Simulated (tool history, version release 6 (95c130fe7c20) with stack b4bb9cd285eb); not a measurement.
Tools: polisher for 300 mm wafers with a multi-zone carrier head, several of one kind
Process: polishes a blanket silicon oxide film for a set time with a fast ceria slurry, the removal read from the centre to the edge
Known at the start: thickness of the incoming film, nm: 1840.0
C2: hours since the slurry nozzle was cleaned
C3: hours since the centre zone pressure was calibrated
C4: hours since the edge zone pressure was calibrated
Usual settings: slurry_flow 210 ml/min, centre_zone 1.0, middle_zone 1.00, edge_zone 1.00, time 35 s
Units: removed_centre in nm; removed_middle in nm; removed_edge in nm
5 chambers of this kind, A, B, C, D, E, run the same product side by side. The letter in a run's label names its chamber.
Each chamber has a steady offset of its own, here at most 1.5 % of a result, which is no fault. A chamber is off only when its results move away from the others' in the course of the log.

Run 1E, hour 7.7: usual settings; wafers polished on this pad 1162; C2 271.4; C3 142.4; C4 196.4. Result: removed_centre 418.22 nm, removed_middle 417.47 nm, removed_edge 424.93 nm.
Run 2D, hour 15.5: usual settings; wafers polished on this pad 401; C2 143.2; C3 420.0; C4 331.3. Result: removed_centre 425.53 nm, removed_middle 423.47 nm, removed_edge 423.31 nm.
At hour 18.4: chamber C: edge zone pressure recalibrated.
Run 3A, hour 22.5: usual settings; wafers polished on this pad 555; C2 472.5; C3 172.1; C4 258.9. Result: removed_centre 422.14 nm, removed_middle 426.93 nm, removed_edge 419.53 nm.
At hour 28.4: chamber E: worn pad replaced by a new one.
At hour 31.2: chamber B: slurry nozzle cleaned.
Run 4C, hour 32.7: usual settings; wafers polished on this pad 849; C2 402.8; C3 174.2; C4 14.3. Result: removed_centre 424.26 nm, removed_middle 425.17 nm, removed_edge 424.79 nm.
Run 5B, hour 43.0: usual settings; wafers polished on this pad 395; C2 11.9; C3 562.8; C4 1005.8. Result: removed_centre 417.96 nm, removed_middle 427.87 nm, removed_edge 427.25 nm.
Run 6C, hour 54.2: usual settings but slurry_flow 145 ml/min, middle_zone 1.10; wafers polished on this pad 996; C2 424.3; C3 195.7; C4 35.8. Result: removed_centre 388.83 nm, removed_middle 441.40 nm, removed_edge 404.70 nm.
Run 7E, hour 65.0: usual settings but slurry_flow 145 ml/min, middle_zone 1.10; wafers polished on this pad 250; C2 328.7; C3 199.7; C4 253.7. Result: removed_centre 399.48 nm, removed_middle 441.19 nm, removed_edge 402.62 nm.
At hour 65.3: chamber B: worn pad replaced by a new one.
Run 8D, hour 70.5: usual settings but slurry_flow 145 ml/min, middle_zone 1.10; wafers polished on this pad 776; C2 198.2; C3 475.0; C4 386.3. Result: removed_centre 393.10 nm, removed_middle 437.81 nm, removed_edge 402.74 nm.
At hour 74.6: chamber D: slurry nozzle cleaned.
Run 9B, hour 78.5: usual settings but slurry_flow 145 ml/min, middle_zone 1.10; wafers polished on this pad 90; C2 47.4; C3 598.3; C4 1041.3. Result: removed_centre 384.25 nm, removed_middle 442.58 nm, removed_edge 407.43 nm.
Run 10A, hour 85.6: usual settings but slurry_flow 145 ml/min, middle_zone 1.10; wafers polished on this pad 986; C2 535.6; C3 235.2; C4 322.0. Result: removed_centre 410.27 nm, removed_middle 443.74 nm, removed_edge 398.97 nm.
Run 11C, hour 92.8: usual settings but time 28 s; wafers polished on this pad 1259; C2 462.9; C3 234.3; C4 74.4. Result: removed_centre 338.78 nm, removed_middle 344.56 nm, removed_edge 335.98 nm.
Run 12B, hour 104.0: usual settings but time 28 s; wafers polished on this pad 264; C2 72.9; C3 623.8; C4 1066.8. Result: removed_centre 333.06 nm, removed_middle 337.64 nm, removed_edge 343.69 nm.
Run 13A, hour 112.3: usual settings but time 28 s; wafers polished on this pad 1168; C2 562.3; C3 261.9; C4 348.7. Result: removed_centre 349.04 nm, removed_middle 346.06 nm, removed_edge 336.59 nm.
At hour 114.0: chamber C: worn pad replaced by a new one.
Run 14D, hour 119.2: usual settings but time 28 s; wafers polished on this pad 1108; C2 44.7; C3 523.7; C4 435.0. Result: removed_centre 334.68 nm, removed_middle 336.56 nm, removed_edge 333.31 nm.
At hour 124.4: chamber D: worn pad replaced by a new one.
Run 15E, hour 125.7: usual settings but time 28 s; wafers polished on this pad 664; C2 389.4; C3 260.4; C4 314.4. Result: removed_centre 340.09 nm, removed_middle 334.88 nm, removed_edge 343.91 nm.
At hour 126.7: chamber A: worn pad replaced by a new one.
Run 16D, hour 132.8: usual settings; wafers polished on this pad 57; C2 58.3; C3 537.3; C4 448.6. Result: removed_centre 426.24 nm, removed_middle 422.61 nm, removed_edge 422.30 nm.
Run 17A, hour 142.7: usual settings; wafers polished on this pad 109; C2 592.7; C3 292.3; C4 379.1. Result: removed_centre 432.86 nm, removed_middle 425.03 nm, removed_edge 419.45 nm.
Run 18E, hour 149.6: usual settings; wafers polished on this pad 827; C2 413.3; C3 284.3; C4 338.3. Result: removed_centre 422.94 nm, removed_middle 421.67 nm, removed_edge 422.35 nm.
At hour 150.6: chamber B: worn pad replaced by a new one.
Run 19C, hour 156.6: usual settings; wafers polished on this pad 290; C2 526.7; C3 298.1; C4 138.2. Result: removed_centre 423.27 nm, removed_middle 431.03 nm, removed_edge 422.98 nm.
Run 20B, hour 164.0: usual settings; wafers polished on this pad 91; C2 132.9; C3 683.8; C4 1126.8. Result: removed_centre 400.03 nm, removed_middle 423.96 nm, removed_edge 430.65 nm.
At hour 170.8: chamber C: centre zone pressure recalibrated.
Run 21D, hour 174.1: usual settings; wafers polished on this pad 339; C2 99.6; C3 578.6; C4 489.9. Result: removed_centre 430.76 nm, removed_middle 424.11 nm, removed_edge 428.34 nm.
Run 22A, hour 183.6: usual settings; wafers polished on this pad 388; C2 633.6; C3 333.2; C4 420.0. Result: removed_centre 430.03 nm, removed_middle 428.52 nm, removed_edge 421.37 nm.
Run 23B, hour 192.1: usual settings; wafers polished on this pad 283; C2 161.0; C3 711.9; C4 1154.9. Result: removed_centre 401.22 nm, removed_middle 428.54 nm, removed_edge 425.93 nm.
Run 24C, hour 202.9: usual settings; wafers polished on this pad 606; C2 573.0; C3 32.2; C4 184.5. Result: removed_centre 426.20 nm, removed_middle 431.82 nm, removed_edge 425.76 nm.
Run 25E, hour 209.1: usual settings but edge_zone 0.89; wafers polished on this pad 1233; C2 472.8; C3 343.8; C4 397.8. Result: removed_centre 424.89 nm, removed_middle 424.23 nm, removed_edge 398.90 nm.
At hour 211.7: chamber E: worn pad replaced by a new one.
Run 26A, hour 220.7: usual settings but edge_zone 0.89; wafers polished on this pad 641; C2 670.7; C3 370.3; C4 457.1. Result: removed_centre 436.73 nm, removed_middle 426.54 nm, removed_edge 397.58 nm.
At hour 225.4: chamber B: worn pad replaced by a new one.
At hour 227.1: chamber C: slurry nozzle cleaned.
Run 27B, hour 231.6: usual settings but edge_zone 0.89; wafers polished on this pad 42; C2 200.5; C3 751.4; C4 1194.4. Result: removed_centre 391.11 nm, removed_middle 423.02 nm, removed_edge 408.16 nm.
Run 28C, hour 242.9: usual settings but edge_zone 0.89; wafers polished on this pad 879; C2 15.9; C3 72.2; C4 224.5. Result: removed_centre 413.04 nm, removed_middle 426.35 nm, removed_edge 400.26 nm.
Run 29E, hour 249.6: usual settings but edge_zone 0.89; wafers polished on this pad 258; C2 513.3; C3 384.3; C4 438.3. Result: removed_centre 425.45 nm, removed_middle 418.62 nm, removed_edge 402.17 nm.
Run 30D, hour 260.5: usual settings; wafers polished on this pad 928; C2 186.0; C3 665.0; C4 576.3. Result: removed_centre 418.59 nm, removed_middle 421.84 nm, removed_edge 416.84 nm.
Run 31B, hour 271.0: usual settings; wafers polished on this pad 311; C2 239.9; C3 790.8; C4 1233.8. Result: removed_centre 385.57 nm, removed_middle 423.74 nm, removed_edge 426.63 nm.
Run 32D, hour 278.7: usual settings; wafers polished on this pad 1052; C2 204.2; C3 683.2; C4 594.5. Result: removed_centre 418.75 nm, removed_middle 427.00 nm, removed_edge 416.09 nm.
Run 33E, hour 290.1: usual settings but centre_zone 1.1, middle_zone 1.10; wafers polished on this pad 534; C2 553.8; C3 424.8; C4 478.8. Result: removed_centre 464.63 nm, removed_middle 459.40 nm, removed_edge 423.67 nm.
Run 34A, hour 297.8: usual settings but centre_zone 1.1, middle_zone 1.10; wafers polished on this pad 1167; C2 747.8; C3 447.4; C4 534.2. Result: removed_centre 482.33 nm, removed_middle 467.47 nm, removed_edge 416.12 nm.
At hour 298.9: chamber D: worn pad replaced by a new one.
At hour 299.6: chamber A: worn pad replaced by a new one.
At hour 302.8: chamber B: worn pad replaced by a new one.
Run 35C, hour 308.3: usual settings but centre_zone 1.1, middle_zone 1.10; wafers polished on this pad 1325; C2 81.3; C3 137.6; C4 289.9. Result: removed_centre 465.70 nm, removed_middle 463.03 nm, removed_edge 424.57 nm.
Run 36D, hour 318.8: usual settings but centre_zone 1.1, middle_zone 1.10; wafers polished on this pad 136; C2 244.3; C3 723.3; C4 634.6. Result: removed_centre 475.28 nm, removed_middle 463.44 nm, removed_edge 423.96 nm.
At hour 320.3: chamber C: worn pad replaced by a new one.
Run 37C, hour 329.5: usual settings but centre_zone 1.1, middle_zone 1.10; wafers polished on this pad 62; C2 102.5; C3 158.8; C4 311.1. Result: removed_centre 468.46 nm, removed_middle 462.44 nm, removed_edge 426.14 nm.
Run 38A, hour 337.2: usual settings; wafers polished on this pad 257; C2 787.2; C3 486.8; C4 573.6. Result: removed_centre 427.93 nm, removed_middle 428.17 nm, removed_edge 423.31 nm.
Run 39E, hour 343.7: usual settings; wafers polished on this pad 900; C2 607.4; C3 478.4; C4 532.4. Result: removed_centre 420.04 nm, removed_middle 420.92 nm, removed_edge 420.16 nm.
Run 40B, hour 355.8: usual settings; wafers polished on this pad 361; C2 324.7; C3 875.6; C4 1318.6. Result: removed_centre 379.79 nm, removed_middle 424.37 nm, removed_edge 428.75 nm.

Next, every chamber runs the same settings. What will each give?
Run 41A, hour 364.5: usual settings but middle_zone 1.09. Result: removed_centre ?, removed_middle ?, removed_edge ?.
Run 41B, hour 364.5: usual settings but middle_zone 1.09. Result: removed_centre ?, removed_middle ?, removed_edge ?.
Run 41C, hour 364.5: usual settings but middle_zone 1.09. Result: removed_centre ?, removed_middle ?, removed_edge ?.
Run 41D, hour 364.5: usual settings but middle_zone 1.09. Result: removed_centre ?, removed_middle ?, removed_edge ?.
Run 41E, hour 364.5: usual settings but middle_zone 1.09. Result: removed_centre ?, removed_middle ?, removed_edge ?.

run  removed_centre  removed_middle  removed_edge
41A          438.26          463.09        423.30
41B          375.57          457.91        425.48
41C          419.67          463.24        424.56
41D          428.84          459.11        417.84
41E          416.85          460.07        425.43

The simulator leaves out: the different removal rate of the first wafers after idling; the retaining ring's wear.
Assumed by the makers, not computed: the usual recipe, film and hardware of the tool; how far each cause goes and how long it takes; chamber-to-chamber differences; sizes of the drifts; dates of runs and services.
